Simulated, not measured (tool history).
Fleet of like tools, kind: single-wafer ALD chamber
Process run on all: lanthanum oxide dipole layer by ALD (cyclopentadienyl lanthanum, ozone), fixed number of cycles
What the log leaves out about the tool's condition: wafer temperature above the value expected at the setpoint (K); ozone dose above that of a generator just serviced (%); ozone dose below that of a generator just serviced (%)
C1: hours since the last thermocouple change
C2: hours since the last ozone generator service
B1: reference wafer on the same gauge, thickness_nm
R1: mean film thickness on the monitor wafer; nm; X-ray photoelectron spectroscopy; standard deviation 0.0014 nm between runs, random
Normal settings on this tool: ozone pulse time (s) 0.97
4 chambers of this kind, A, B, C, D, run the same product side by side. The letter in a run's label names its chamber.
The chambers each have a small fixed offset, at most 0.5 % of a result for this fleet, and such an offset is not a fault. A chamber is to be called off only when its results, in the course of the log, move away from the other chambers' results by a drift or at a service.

{"run": "1A", "hour": 9.5, "ozone pulse time (s)": 0.97, "C1": 1550.5, "C2": 1002.6, "B1": 0.55741, "R1": 0.49384}
{"run": "2B", "hour": 15.9, "ozone pulse time (s)": 0.97, "C1": 113.5, "C2": 1281.6, "B1": 0.55667, "R1": 0.49643}
{"hour": 16.1, "done": "chamber A: ozone generator serviced"}
{"run": "3C", "hour": 23.2, "ozone pulse time (s)": 0.97, "C1": 1181.2, "C2": 317.6, "B1": 0.55693, "R1": 0.49329}
{"run": "4D", "hour": 32.2, "ozone pulse time (s)": 0.97, "C1": 688.8, "C2": 716.9, "B1": 0.55726, "R1": 0.49209}
{"run": "5B", "hour": 37.6, "ozone pulse time (s)": 0.97, "C1": 135.2, "C2": 1303.3, "B1": 0.55651, "R1": 0.49445}
{"run": "6A", "hour": 45.9, "ozone pulse time (s)": 0.97, "C1": 1586.9, "C2": 29.9, "B1": 0.55691, "R1": 0.49495}
{"run": "7C", "hour": 53.1, "ozone pulse time (s)": 0.97, "C1": 1211.1, "C2": 347.5, "B1": 0.55708, "R1": 0.49141}
{"run": "8D", "hour": 62.0, "ozone pulse time (s)": 0.97, "C1": 718.6, "C2": 746.7, "B1": 0.55691, "R1": 0.49142}
{"run": "9A", "hour": 67.2, "ozone pulse time (s)": 0.76, "C1": 1608.2, "C2": 51.2, "B1": 0.55701, "R1": 0.44873}
{"run": "10C", "hour": 76.1, "ozone pulse time (s)": 0.76, "C1": 1234.1, "C2": 370.5, "B1": 0.55693, "R1": 0.4474}
{"run": "11B", "hour": 80.7, "ozone pulse time (s)": 0.76, "C1": 178.3, "C2": 1346.4, "B1": 0.55687, "R1": 0.45234}
{"run": "12D", "hour": 85.8, "ozone pulse time (s)": 0.76, "C1": 742.4, "C2": 770.5, "B1": 0.55685, "R1": 0.45085}
{"run": "13A", "hour": 96.2, "ozone pulse time (s)": 0.97, "C1": 1637.2, "C2": 80.2, "B1": 0.55668, "R1": 0.49485}
{"run": "14B", "hour": 102.0, "ozone pulse time (s)": 0.97, "C1": 199.6, "C2": 1367.7, "B1": 0.557, "R1": 0.49674}
{"run": "15C", "hour": 112.3, "ozone pulse time (s)": 1.15, "C1": 1270.3, "C2": 406.7, "B1": 0.55693, "R1": 0.51693}
{"run": "16D", "hour": 121.1, "ozone pulse time (s)": 1.15, "C1": 777.7, "C2": 805.8, "B1": 0.55699, "R1": 0.51704}
{"run": "17A", "hour": 128.5, "ozone pulse time (s)": 1.15, "C1": 1669.5, "C2": 112.5, "B1": 0.55688, "R1": 0.51953}
{"run": "18C", "hour": 136.3, "ozone pulse time (s)": 1.15, "C1": 1294.3, "C2": 430.7, "B1": 0.55747, "R1": 0.51865}
{"run": "19B", "hour": 145.2, "ozone pulse time (s)": 0.97, "C1": 242.8, "C2": 1410.9, "B1": 0.55723, "R1": 0.49533}
{"run": "20D", "hour": 152.9, "ozone pulse time (s)": 0.97, "C1": 809.5, "C2": 837.6, "B1": 0.55702, "R1": 0.49394}
{"run": "21C", "hour": 162.3, "ozone pulse time (s)": 0.78, "C1": 1320.3, "C2": 456.7, "B1": 0.55708, "R1": 0.45486}
{"hour": 169.2, "done": "chamber D: ozone generator serviced"}
{"run": "22B", "hour": 169.4, "ozone pulse time (s)": 0.78, "C1": 267, "C2": 1435.1, "B1": 0.55719, "R1": 0.45658}
{"run": "23D", "hour": 174.3, "ozone pulse time (s)": 0.78, "C1": 830.9, "C2": 5.2, "B1": 0.55707, "R1": 0.45236}
{"run": "24A", "hour": 182.8, "ozone pulse time (s)": 0.78, "C1": 1723.8, "C2": 166.8, "B1": 0.55694, "R1": 0.45419}

Predict what each chamber gives when all 4 of them run the settings below next.
{"run": "25A", "hour": 190.2, "ozone pulse time (s)": 1.26, "R1": "?"}
{"run": "25B", "hour": 190.2, "ozone pulse time (s)": 1.26, "R1": "?"}
{"run": "25C", "hour": 190.2, "ozone pulse time (s)": 1.26, "R1": "?"}
{"run": "25D", "hour": 190.2, "ozone pulse time (s)": 1.26, "R1": "?"}

run=25A R1=0.53028
run=25B R1=0.53295
run=25C R1=0.52948
run=25D R1=0.52772
